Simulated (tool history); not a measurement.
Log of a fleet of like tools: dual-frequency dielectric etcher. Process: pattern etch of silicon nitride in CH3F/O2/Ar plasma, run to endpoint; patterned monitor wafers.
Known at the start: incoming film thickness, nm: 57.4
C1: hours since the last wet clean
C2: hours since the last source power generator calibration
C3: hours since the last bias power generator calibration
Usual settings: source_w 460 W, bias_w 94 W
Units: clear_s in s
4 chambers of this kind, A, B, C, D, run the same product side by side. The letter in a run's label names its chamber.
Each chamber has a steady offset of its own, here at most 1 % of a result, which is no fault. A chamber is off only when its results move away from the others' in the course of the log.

run 1A hour=7 | source_w=460 bias_w=94 | C1=441.6 C2=3042.7 C3=1399.8 | clear_s=71.274
run 2B hour=18.6 | source_w=460 bias_w=94 | C1=35.2 C2=904.2 C3=1639.7 | clear_s=72.105
run 3C hour=29.8 | source_w=460 bias_w=94 | C1=312.7 C2=3133.9 C3=2994.6 | clear_s=71.394
run 4D hour=42.1 | source_w=460 bias_w=94 | C1=393 C2=866 C3=2039.7 | clear_s=72.111
-- hour=43 chamber A: wet clean of the chamber
-- hour=48.6 chamber C: wet clean of the chamber
run 5A hour=56.1 | source_w=370 bias_w=72 | C1=13.2 C2=3091.8 C3=1448.9 | clear_s=85.255
run 6B hour=66.8 | source_w=370 bias_w=72 | C1=83.4 C2=952.4 C3=1687.9 | clear_s=85.979
run 7C hour=73.8 | source_w=370 bias_w=72 | C1=25.3 C2=3177.9 C3=3038.6 | clear_s=85.52
run 8D hour=84.5 | source_w=370 bias_w=72 | C1=435.4 C2=908.4 C3=2082.1 | clear_s=85.571
run 9D hour=97.9 | source_w=460 bias_w=94 | C1=448.8 C2=921.8 C3=2095.5 | clear_s=71.747
run 10C hour=111.5 | source_w=460 bias_w=94 | C1=63 C2=3215.6 C3=3076.3 | clear_s=72.106
run 11B hour=124 | source_w=410 bias_w=80 | C1=140.6 C2=1009.6 C3=1745.1 | clear_s=79.028
run 12A hour=138.5 | source_w=410 bias_w=80 | C1=95.6 C2=3174.2 C3=1531.3 | clear_s=79.828
run 13D hour=146.6 | source_w=410 bias_w=80 | C1=497.5 C2=970.5 C3=2144.2 | clear_s=78.882
run 14C hour=160.8 | source_w=410 bias_w=80 | C1=112.3 C2=3264.9 C3=3125.6 | clear_s=79.903
run 15A hour=167.9 | source_w=560 bias_w=109 | C1=125 C2=3203.6 C3=1560.7 | clear_s=62.898
run 16B hour=177.2 | source_w=560 bias_w=109 | C1=193.8 C2=1062.8 C3=1798.3 | clear_s=64.151
run 17D hour=189.6 | source_w=560 bias_w=109 | C1=540.5 C2=1013.5 C3=2187.2 | clear_s=62.606
run 18A hour=199.4 | source_w=560 bias_w=109 | C1=156.5 C2=3235.1 C3=1592.2 | clear_s=63.103
run 19B hour=208.3 | source_w=460 bias_w=94 | C1=224.9 C2=1093.9 C3=1829.4 | clear_s=72.264
run 20C hour=218.5 | source_w=460 bias_w=94 | C1=170 C2=3322.6 C3=3183.3 | clear_s=71.747
run 21D hour=229.2 | source_w=460 bias_w=94 | C1=580.1 C2=1053.1 C3=2226.8 | clear_s=71.326
run 22B hour=237.5 | source_w=460 bias_w=94 | C1=254.1 C2=1123.1 C3=1858.6 | clear_s=72.676
run 23A hour=250.9 | source_w=460 bias_w=94 | C1=208 C2=3286.6 C3=1643.7 | clear_s=71.821
run 24C hour=257.6 | source_w=460 bias_w=94 | C1=209.1 C2=3361.7 C3=3222.4 | clear_s=71.815
run 25A hour=268.3 | source_w=460 bias_w=94 | C1=225.4 C2=3304 C3=1661.1 | clear_s=71.274
run 26C hour=281.6 | source_w=460 bias_w=94 | C1=233.1 C2=3385.7 C3=3246.4 | clear_s=72.23
run 27D hour=291.3 | source_w=460 bias_w=94 | C1=642.2 C2=1115.2 C3=2288.9 | clear_s=70.548
run 28B hour=299.7 | source_w=460 bias_w=94 | C1=316.3 C2=1185.3 C3=1920.8 | clear_s=72.542
run 29B hour=309.4 | source_w=410 bias_w=94 | C1=326 C2=1195 C3=1930.5 | clear_s=75.787
run 30C hour=323.4 | source_w=410 bias_w=94 | C1=274.9 C2=3427.5 C3=3288.2 | clear_s=74.823
run 31D hour=337.8 | source_w=410 bias_w=94 | C1=688.7 C2=1161.7 C3=2335.4 | clear_s=73.242
run 32A hour=346.2 | source_w=410 bias_w=94 | C1=303.3 C2=3381.9 C3=1739 | clear_s=74.92
run 33B hour=358.8 | source_w=460 bias_w=94 | C1=375.4 C2=1244.4 C3=1979.9 | clear_s=72.095
run 34D hour=371.9 | source_w=460 bias_w=94 | C1=722.8 C2=1195.8 C3=2369.5 | clear_s=69.21
run 35A hour=384.8 | source_w=460 bias_w=94 | C1=341.9 C2=3420.5 C3=1777.6 | clear_s=71.335
run 36C hour=398.2 | source_w=460 bias_w=94 | C1=349.7 C2=3502.3 C3=3363 | clear_s=71.419
run 37D hour=406 | source_w=460 bias_w=94 | C1=756.9 C2=1229.9 C3=2403.6 | clear_s=69.139
run 38A hour=419.2 | source_w=460 bias_w=94 | C1=376.3 C2=3454.9 C3=1812 | clear_s=71.606

Is one chamber off against the others, does the gauge drift, or is nothing wrong? If a chamber is off, say which, and what the likeliest cause is.

Chamber D drifts away from the others.
Cause: etch rate over this chamber's usual, % = 3.91.

Here are 4 candidates for chamber D's next run, each the usual settings with a change, their results left as question marks. Which one brings its results back in line with what the others give on the usual settings?
In line means no further than this from the other chambers' mean on the usual settings: clear_s 1 s
run 39D-1 hour=429.6 | source_w=480 bias_w=98 | clear_s=?
run 39D-2 hour=429.6 | source_w=500 bias_w=101 | clear_s=?
run 39D-3 hour=429.6 | source_w=420 bias_w=87 | clear_s=?
run 39D-4 hour=429.6 | source_w=420 bias_w=94 | clear_s=?

The other chambers' mean on the usual settings: clear_s 71.816 s
run=39D-1 clear_s=67.269
run=39D-2 clear_s=65.556
run=39D-3 clear_s=73.703
run=39D-4 clear_s=71.717
39D-4 brings the chamber back in line.

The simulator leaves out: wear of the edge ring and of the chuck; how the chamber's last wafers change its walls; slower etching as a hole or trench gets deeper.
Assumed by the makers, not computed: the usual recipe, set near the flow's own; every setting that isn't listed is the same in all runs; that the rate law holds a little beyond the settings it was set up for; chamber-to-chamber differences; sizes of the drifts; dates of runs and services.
